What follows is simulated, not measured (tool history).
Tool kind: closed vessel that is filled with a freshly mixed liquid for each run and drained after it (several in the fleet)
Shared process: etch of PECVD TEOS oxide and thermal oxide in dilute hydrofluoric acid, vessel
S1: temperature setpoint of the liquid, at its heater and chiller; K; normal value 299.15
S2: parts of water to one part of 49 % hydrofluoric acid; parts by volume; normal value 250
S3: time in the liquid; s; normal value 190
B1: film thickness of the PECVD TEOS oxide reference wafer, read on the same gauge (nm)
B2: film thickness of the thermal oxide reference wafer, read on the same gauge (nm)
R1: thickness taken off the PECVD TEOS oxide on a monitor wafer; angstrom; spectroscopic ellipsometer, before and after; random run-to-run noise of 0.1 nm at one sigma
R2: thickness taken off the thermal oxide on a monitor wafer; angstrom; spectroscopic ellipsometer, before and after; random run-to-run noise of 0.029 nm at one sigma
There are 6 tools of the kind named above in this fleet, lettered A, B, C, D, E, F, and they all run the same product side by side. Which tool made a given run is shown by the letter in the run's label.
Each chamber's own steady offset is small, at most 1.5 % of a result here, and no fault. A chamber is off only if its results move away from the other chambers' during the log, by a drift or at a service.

run 1B hour=6.2 | S1=299.15 S2=250 S3=190 | B1=69.998 B2=120.01 | R1=120.51 R2=32.657
run 2A hour=11.8 | S1=299.15 S2=250 S3=190 | B1=69.976 B2=119.99 | R1=120.78 R2=33.783
run 3C hour=17.1 | S1=299.15 S2=250 S3=190 | B1=70.003 B2=119.99 | R1=121.66 R2=33.661
-- hour=21.6 chamber C: thermometer replaced
run 4D hour=21.8 | S1=299.15 S2=250 S3=190 | B1=69.98 B2=120.02 | R1=121.02 R2=33.743
run 5F hour=26.2 | S1=299.15 S2=250 S3=190 | B1=70.006 B2=120 | R1=122.24 R2=33.243
run 6E hour=31.3 | S1=299.15 S2=250 S3=190 | B1=70.008 B2=119.97 | R1=120.02 R2=32.94
run 7C hour=36.3 | S1=299.15 S2=250 S3=190 | B1=70.009 B2=120 | R1=118.19 R2=33.434
-- hour=37.1 chamber F: hydrofluoric acid flow meter replaced
-- hour=43.3 chamber B: hydrofluoric acid flow meter replaced
run 8A hour=43.3 | S1=299.15 S2=250 S3=190 | B1=69.942 B2=119.98 | R1=120.95 R2=33.07
run 9B hour=48.8 | S1=299.15 S2=250 S3=190 | B1=70.013 B2=120 | R1=120.33 R2=32.897
run 10E hour=54.6 | S1=299.15 S2=250 S3=190 | B1=70.046 B2=120 | R1=120.32 R2=33.516
run 11F hour=61.5 | S1=299.15 S2=250 S3=190 | B1=70.063 B2=120 | R1=119.47 R2=33.713
run 12D hour=64.6 | S1=299.15 S2=250 S3=190 | B1=70.022 B2=120 | R1=121.18 R2=33.555
run 13D hour=67.9 | S1=299.15 S2=250 S3=190 | B1=69.947 B2=120 | R1=122.25 R2=33.336
run 14A hour=74 | S1=299.15 S2=250 S3=190 | B1=69.971 B2=120.02 | R1=122.18 R2=33.476
run 15C hour=78.8 | S1=299.15 S2=250 S3=190 | B1=70.042 B2=120 | R1=118.66 R2=33.388
run 16B hour=85.3 | S1=299.15 S2=250 S3=190 | B1=69.951 B2=120 | R1=121.02 R2=33.192
run 17F hour=92.5 | S1=299.15 S2=250 S3=190 | B1=69.991 B2=119.99 | R1=120.59 R2=33.371
run 18E hour=99.4 | S1=299.15 S2=250 S3=225 | B1=69.978 B2=120.01 | R1=141.92 R2=39.829
run 19F hour=106.7 | S1=299.15 S2=250 S3=225 | B1=70.019 B2=120.02 | R1=144.18 R2=39.65
run 20B hour=111.2 | S1=299.15 S2=250 S3=225 | B1=70.023 B2=120 | R1=142.62 R2=39.087
run 21A hour=117.8 | S1=299.15 S2=250 S3=225 | B1=69.969 B2=120 | R1=148.78 R2=40.662
run 22C hour=122.9 | S1=299.15 S2=250 S3=225 | B1=69.973 B2=120 | R1=142.64 R2=39.924
run 23D hour=128.8 | S1=299.15 S2=250 S3=225 | B1=70.011 B2=120.02 | R1=146.43 R2=39.346
run 24E hour=132.8 | S1=303.15 S2=250 S3=190 | B1=69.999 B2=120.02 | R1=137.82 R2=37.572
run 25C hour=137.2 | S1=303.15 S2=250 S3=190 | B1=70.014 B2=120.01 | R1=136.66 R2=37.973
run 26B hour=144 | S1=303.15 S2=250 S3=190 | B1=70.03 B2=120.01 | R1=137.27 R2=38.149
run 27E hour=149.5 | S1=303.15 S2=250 S3=190 | B1=69.984 B2=120.01 | R1=136.21 R2=38.126
run 28D hour=155.8 | S1=303.15 S2=250 S3=190 | B1=69.997 B2=120.01 | R1=137.28 R2=38.444
run 29F hour=160.8 | S1=303.15 S2=250 S3=190 | B1=69.962 B2=120 | R1=137.57 R2=38.459
run 30A hour=164.1 | S1=299.15 S2=250 S3=190 | B1=70.052 B2=120.01 | R1=129.23 R2=35.485
run 31F hour=168.5 | S1=299.15 S2=250 S3=190 | B1=70.022 B2=119.99 | R1=122.01 R2=33.336
run 32E hour=174.7 | S1=299.15 S2=250 S3=190 | B1=69.977 B2=120.01 | R1=119.02 R2=33.658
run 33B hour=178.9 | S1=299.15 S2=250 S3=190 | B1=70.008 B2=119.99 | R1=121.89 R2=32.76
run 34D hour=185.8 | S1=299.15 S2=250 S3=190 | B1=70.031 B2=120 | R1=121.48 R2=33.111
run 35A hour=189.1 | S1=299.15 S2=250 S3=190 | B1=70.036 B2=120 | R1=128.81 R2=35.988
run 36C hour=193.8 | S1=299.15 S2=250 S3=190 | B1=70.012 B2=120 | R1=119.93 R2=33.988
run 37B hour=198 | S1=299.15 S2=250 S3=190 | B1=70.048 B2=119.99 | R1=119.7 R2=32.866
-- hour=198.1 chamber C: hydrofluoric acid flow meter replaced
run 38D hour=202.1 | S1=299.15 S2=365 S3=110 | B1=70.018 B2=120.01 | R1=42.684 R2=11.826
run 39E hour=208.2 | S1=299.15 S2=365 S3=110 | B1=70.005 B2=119.99 | R1=42.352 R2=11.592
run 40C hour=211.7 | S1=299.15 S2=365 S3=110 | B1=70.028 B2=120 | R1=41.895 R2=11.778

All chambers now run identical settings, listed one chamber a line with results as question marks. What results will each chamber show?
run 41A hour=216.9 | S1=299.15 S2=250 S3=140 | R1=? R2=?
run 41B hour=216.9 | S1=299.15 S2=250 S3=140 | R1=? R2=?
run 41C hour=216.9 | S1=299.15 S2=250 S3=140 | R1=? R2=?
run 41D hour=216.9 | S1=299.15 S2=250 S3=140 | R1=? R2=?
run 41E hour=216.9 | S1=299.15 S2=250 S3=140 | R1=? R2=?
run 41F hour=216.9 | S1=299.15 S2=250 S3=140 | R1=? R2=?

run=41A R1=95.806 R2=26.866
run=41B R1=89.345 R2=24.627
run=41C R1=87.783 R2=24.408
run=41D R1=89.342 R2=24.755
run=41E R1=88.238 R2=24.673
run=41F R1=88.859 R2=24.649

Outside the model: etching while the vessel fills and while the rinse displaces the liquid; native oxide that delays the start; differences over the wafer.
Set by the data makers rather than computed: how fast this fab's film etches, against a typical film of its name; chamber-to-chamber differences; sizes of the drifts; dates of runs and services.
